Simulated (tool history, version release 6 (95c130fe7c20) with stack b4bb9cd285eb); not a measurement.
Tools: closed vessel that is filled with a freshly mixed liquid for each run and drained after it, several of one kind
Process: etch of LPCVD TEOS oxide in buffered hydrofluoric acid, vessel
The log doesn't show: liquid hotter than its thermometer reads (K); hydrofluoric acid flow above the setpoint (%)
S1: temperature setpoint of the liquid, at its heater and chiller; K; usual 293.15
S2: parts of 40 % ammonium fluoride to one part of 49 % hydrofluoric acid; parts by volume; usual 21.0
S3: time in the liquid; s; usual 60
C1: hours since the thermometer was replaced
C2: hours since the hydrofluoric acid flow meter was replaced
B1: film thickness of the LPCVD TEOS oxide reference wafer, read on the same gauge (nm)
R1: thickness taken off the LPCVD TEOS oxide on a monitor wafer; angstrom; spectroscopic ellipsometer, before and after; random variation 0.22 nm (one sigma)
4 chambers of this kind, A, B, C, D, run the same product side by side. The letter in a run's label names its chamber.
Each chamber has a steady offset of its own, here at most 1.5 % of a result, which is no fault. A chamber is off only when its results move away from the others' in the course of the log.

Run 1C, day 0.208: usual settings; C1 2095.9; C2 264.8; B1 150.03. Result: R1 430.18 angstrom.
Run 2D, day 0.508: usual settings; C1 466.6; C2 525.6; B1 150.04. Result: R1 429.92 angstrom.
Run 3B, day 0.750: usual settings; C1 71.7; C2 108.6; B1 150.05. Result: R1 424.19 angstrom.
Run 4A, day 1.175: usual settings; C1 1892.5; C2 917.3; B1 149.99. Result: R1 426.75 angstrom.
Run 5B, day 1.562: usual settings; C1 91.2; C2 128.1; B1 149.99. Result: R1 429.91 angstrom.
Run 6A, day 1.958: usual settings; C1 1911.3; C2 936.1; B1 150.04. Result: R1 423.29 angstrom.
Run 7C, day 2.212: usual settings; C1 2144.0; C2 312.9; B1 150.00. Result: R1 430.14 angstrom.
Run 8D, day 2.583: usual settings; C1 516.4; C2 575.4; B1 150.02. Result: R1 432.82 angstrom.
Run 9B, day 3.004: usual settings; C1 125.8; C2 162.7; B1 150.00. Result: R1 428.90 angstrom.
Run 10A, day 3.317: usual settings but S2 13.5 parts by volume, S3 75 s; C1 1943.9; C2 968.7; B1 149.94. Result: R1 811.26 angstrom.
Run 11C, day 3.608: usual settings but S2 13.5 parts by volume, S3 75 s; C1 2177.5; C2 346.4; B1 150.03. Result: R1 814.67 angstrom.
Run 12D, day 3.900: usual settings but S2 13.5 parts by volume, S3 75 s; C1 548.0; C2 607.0; B1 149.97. Result: R1 825.87 angstrom.
Run 13A, day 4.112: usual settings but S2 13.5 parts by volume, S3 75 s; C1 1963.0; C2 987.8; B1 150.01. Result: R1 810.30 angstrom.
Run 14D, day 4.583: usual settings; C1 564.4; C2 623.4; B1 150.01. Result: R1 440.00 angstrom.
Run 15B, day 4.821: usual settings; C1 169.4; C2 206.3; B1 149.99. Result: R1 428.66 angstrom.
Run 16C, day 5.175: usual settings; C1 2215.1; C2 384.0; B1 149.97. Result: R1 431.19 angstrom.
Run 17C, day 5.617: usual settings; C1 2225.7; C2 394.6; B1 150.06. Result: R1 428.19 angstrom.
Run 18D, day 6.071: usual settings; C1 600.1; C2 659.1; B1 150.00. Result: R1 445.31 angstrom.
Run 19A, day 6.317: usual settings; C1 2015.9; C2 1040.7; B1 150.00. Result: R1 426.24 angstrom.
Run 20B, day 6.642: usual settings; C1 213.1; C2 250.0; B1 150.02. Result: R1 428.28 angstrom.
Run 21B, day 7.042: usual settings; C1 222.7; C2 259.6; B1 149.96. Result: R1 428.72 angstrom.
Run 22C, day 7.342: usual settings; C1 2267.1; C2 436.0; B1 150.04. Result: R1 430.18 angstrom.
Run 23D, day 7.758: usual settings; C1 640.6; C2 699.6; B1 150.01. Result: R1 443.65 angstrom.
Run 24A, day 8.000: usual settings; C1 2056.3; C2 1081.1; B1 149.99. Result: R1 428.69 angstrom.
Run 25D, day 8.296: usual settings; C1 653.5; C2 712.5; B1 150.05. Result: R1 447.48 angstrom.
Run 26C, day 8.617: usual settings; C1 2297.7; C2 466.6; B1 149.96. Result: R1 430.05 angstrom.
Run 27A, day 8.938: usual settings; C1 2078.8; C2 1103.6; B1 150.01. Result: R1 422.42 angstrom.
Run 28B, day 9.233: usual settings; C1 275.3; C2 312.2; B1 149.98. Result: R1 426.58 angstrom.
Run 29D, day 9.508: usual settings; C1 682.6; C2 741.6; B1 149.96. Result: R1 450.27 angstrom.
Run 30A, day 9.746: usual settings; C1 2098.2; C2 1123.0; B1 149.98. Result: R1 423.25 angstrom.
Run 31C, day 10.200: usual settings but S2 25.5 parts by volume; C1 2335.7; C2 504.6; B1 149.99. Result: R1 379.63 angstrom.
Run 32B, day 10.546: usual settings but S2 25.5 parts by volume; C1 306.8; C2 343.7; B1 149.97. Result: R1 373.76 angstrom.
Run 33B, day 10.767: usual settings but S2 25.5 parts by volume; C1 312.1; C2 349.0; B1 150.00. Result: R1 374.10 angstrom.
Run 34D, day 11.021: usual settings but S2 25.5 parts by volume; C1 718.9; C2 777.9; B1 150.02. Result: R1 395.82 angstrom.

What goes on in this fleet: one chamber off, a drifting gauge, or nothing beyond the chambers' own small offsets? Name the chamber and the cause, if any.

Chamber D drifts away from the others.
Cause: hydrofluoric acid flow above the setpoint (%) = 7.37.
The log may not tell that from: liquid hotter than its thermometer reads (K).

Here are 4 candidates for chamber D's next run, each the usual settings with a change, their results left as question marks. Which one brings its results back in line with what the others give on the usual settings?
In line means no further than this from the other chambers' mean on the usual settings: R1 7.80 angstrom
Run 35D-1, day 11.358: usual settings but S2 19.5 parts by volume. Result: R1 ?.
Run 35D-2, day 11.358: usual settings but S2 23.0 parts by volume. Result: R1 ?.
Run 35D-3, day 11.358: usual settings but S1 293.65 K. Result: R1 ?.
Run 35D-4, day 11.358: usual settings but S2 22.0 parts by volume. Result: R1 ?.

The other chambers' mean on the usual settings: R1 427.56 angstrom
  run      R1
35D-1  491.15
35D-2  426.74
35D-3  469.99
35D-4  439.84
35D-2 brings the chamber back in line.
